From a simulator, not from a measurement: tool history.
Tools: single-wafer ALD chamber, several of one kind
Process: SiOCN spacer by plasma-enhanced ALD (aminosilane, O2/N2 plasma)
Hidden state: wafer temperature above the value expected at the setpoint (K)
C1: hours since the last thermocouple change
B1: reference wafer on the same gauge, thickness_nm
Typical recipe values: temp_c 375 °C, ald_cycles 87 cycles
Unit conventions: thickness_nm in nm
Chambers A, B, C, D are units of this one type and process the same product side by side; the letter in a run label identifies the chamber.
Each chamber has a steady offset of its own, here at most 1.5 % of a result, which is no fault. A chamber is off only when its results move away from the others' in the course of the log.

{"run": "1D", "day": 0.417, "temp_c": 375, "ald_cycles": 87, "C1": 2136.9, "B1": 5.533, "thickness_nm": 5.2665}
{"run": "2A", "day": 0.796, "temp_c": 375, "ald_cycles": 87, "C1": 62.5, "B1": 5.528, "thickness_nm": 5.1683}
{"run": "3C", "day": 1.104, "temp_c": 375, "ald_cycles": 87, "C1": 2206.8, "B1": 5.5269, "thickness_nm": 5.2795}
{"run": "4B", "day": 1.492, "temp_c": 375, "ald_cycles": 87, "C1": 658.9, "B1": 5.5292, "thickness_nm": 5.2796}
{"run": "5B", "day": 1.771, "temp_c": 375, "ald_cycles": 87, "C1": 665.6, "B1": 5.5308, "thickness_nm": 5.3165}
{"run": "6C", "day": 2.096, "temp_c": 375, "ald_cycles": 87, "C1": 2230.6, "B1": 5.5354, "thickness_nm": 5.2455}
{"run": "7D", "day": 2.388, "temp_c": 375, "ald_cycles": 87, "C1": 2184.2, "B1": 5.5331, "thickness_nm": 5.2909}
{"run": "8A", "day": 2.742, "temp_c": 375, "ald_cycles": 87, "C1": 109.2, "B1": 5.5339, "thickness_nm": 5.178}
{"run": "9C", "day": 3.342, "temp_c": 375, "ald_cycles": 87, "C1": 2260.5, "B1": 5.5233, "thickness_nm": 5.3066}
{"run": "10D", "day": 3.621, "temp_c": 361, "ald_cycles": 103, "C1": 2213.8, "B1": 5.5267, "thickness_nm": 6.2317}
{"run": "11A", "day": 4.021, "temp_c": 361, "ald_cycles": 103, "C1": 139.9, "B1": 5.5281, "thickness_nm": 6.1223}
{"run": "12B", "day": 4.467, "temp_c": 361, "ald_cycles": 103, "C1": 730.3, "B1": 5.5362, "thickness_nm": 6.2434}
{"run": "13A", "day": 4.904, "temp_c": 361, "ald_cycles": 103, "C1": 161.1, "B1": 5.5238, "thickness_nm": 6.1338}
{"run": "14D", "day": 5.45, "temp_c": 375, "ald_cycles": 87, "C1": 2257.7, "B1": 5.5331, "thickness_nm": 5.3394}
{"run": "15B", "day": 5.925, "temp_c": 375, "ald_cycles": 87, "C1": 765.3, "B1": 5.5317, "thickness_nm": 5.3225}
{"run": "16C", "day": 6.425, "temp_c": 375, "ald_cycles": 87, "C1": 2334.5, "B1": 5.5307, "thickness_nm": 5.259}
{"run": "17A", "day": 6.712, "temp_c": 375, "ald_cycles": 87, "C1": 204.5, "B1": 5.5326, "thickness_nm": 5.1827}
{"run": "18B", "day": 6.992, "temp_c": 375, "ald_cycles": 87, "C1": 790.9, "B1": 5.5323, "thickness_nm": 5.299}
{"run": "19C", "day": 7.512, "temp_c": 375, "ald_cycles": 87, "C1": 2360.6, "B1": 5.5326, "thickness_nm": 5.2952}
{"run": "20D", "day": 7.958, "temp_c": 375, "ald_cycles": 87, "C1": 2317.9, "B1": 5.5316, "thickness_nm": 5.2755}
{"day": 8.258, "done": "chamber D: thermocouple changed; heater temperature recalibrated"}
{"run": "21A", "day": 8.412, "temp_c": 375, "ald_cycles": 87, "C1": 245.3, "B1": 5.5235, "thickness_nm": 5.1741}
{"run": "22C", "day": 8.725, "temp_c": 375, "ald_cycles": 87, "C1": 2389.7, "B1": 5.5258, "thickness_nm": 5.272}
{"run": "23D", "day": 9.267, "temp_c": 375, "ald_cycles": 87, "C1": 24.2, "B1": 5.5232, "thickness_nm": 5.2147}
{"run": "24B", "day": 9.592, "temp_c": 375, "ald_cycles": 87, "C1": 853.3, "B1": 5.5296, "thickness_nm": 5.2657}
{"run": "25D", "day": 10.067, "temp_c": 375, "ald_cycles": 87, "C1": 43.4, "B1": 5.5276, "thickness_nm": 5.2382}
{"run": "26C", "day": 10.6, "temp_c": 364, "ald_cycles": 75, "C1": 2434.7, "B1": 5.5267, "thickness_nm": 4.5425}
{"run": "27A", "day": 10.992, "temp_c": 364, "ald_cycles": 75, "C1": 307.2, "B1": 5.532, "thickness_nm": 4.4311}
{"run": "28B", "day": 11.375, "temp_c": 364, "ald_cycles": 75, "C1": 896.1, "B1": 5.5356, "thickness_nm": 4.5256}
{"run": "29D", "day": 11.679, "temp_c": 364, "ald_cycles": 75, "C1": 82.1, "B1": 5.5265, "thickness_nm": 4.5284}
{"run": "30A", "day": 12.254, "temp_c": 387, "ald_cycles": 77, "C1": 337.5, "B1": 5.5299, "thickness_nm": 4.5985}
{"run": "31B", "day": 12.667, "temp_c": 387, "ald_cycles": 77, "C1": 927.1, "B1": 5.5265, "thickness_nm": 4.701}
{"run": "32C", "day": 13.254, "temp_c": 387, "ald_cycles": 77, "C1": 2498.4, "B1": 5.5294, "thickness_nm": 4.703}
{"run": "33D", "day": 13.725, "temp_c": 387, "ald_cycles": 77, "C1": 131.2, "B1": 5.5333, "thickness_nm": 4.6708}
{"run": "34B", "day": 14.129, "temp_c": 375, "ald_cycles": 87, "C1": 962.2, "B1": 5.5305, "thickness_nm": 5.2871}
{"run": "35A", "day": 14.554, "temp_c": 375, "ald_cycles": 87, "C1": 392.7, "B1": 5.5297, "thickness_nm": 5.2148}
{"run": "36C", "day": 15.117, "temp_c": 385, "ald_cycles": 95, "C1": 2543.1, "B1": 5.5291, "thickness_nm": 5.7751}
{"run": "37D", "day": 15.392, "temp_c": 385, "ald_cycles": 95, "C1": 171.2, "B1": 5.5309, "thickness_nm": 5.8381}
{"run": "38A", "day": 15.7, "temp_c": 385, "ald_cycles": 95, "C1": 420.2, "B1": 5.5273, "thickness_nm": 5.603}
{"run": "39B", "day": 16.258, "temp_c": 385, "ald_cycles": 95, "C1": 1013.3, "B1": 5.5336, "thickness_nm": 5.769}
{"run": "40C", "day": 16.762, "temp_c": 375, "ald_cycles": 87, "C1": 2582.6, "B1": 5.5329, "thickness_nm": 5.2945}

Has any chamber moved away from the others, gradually or after a service, or does the common gauge drift, or do the chambers differ only by their own small steady offsets? State the chamber and the most likely cause if one applies.

Beyond each chamber's small constant offset nothing stands out, and the gauge stays steady.
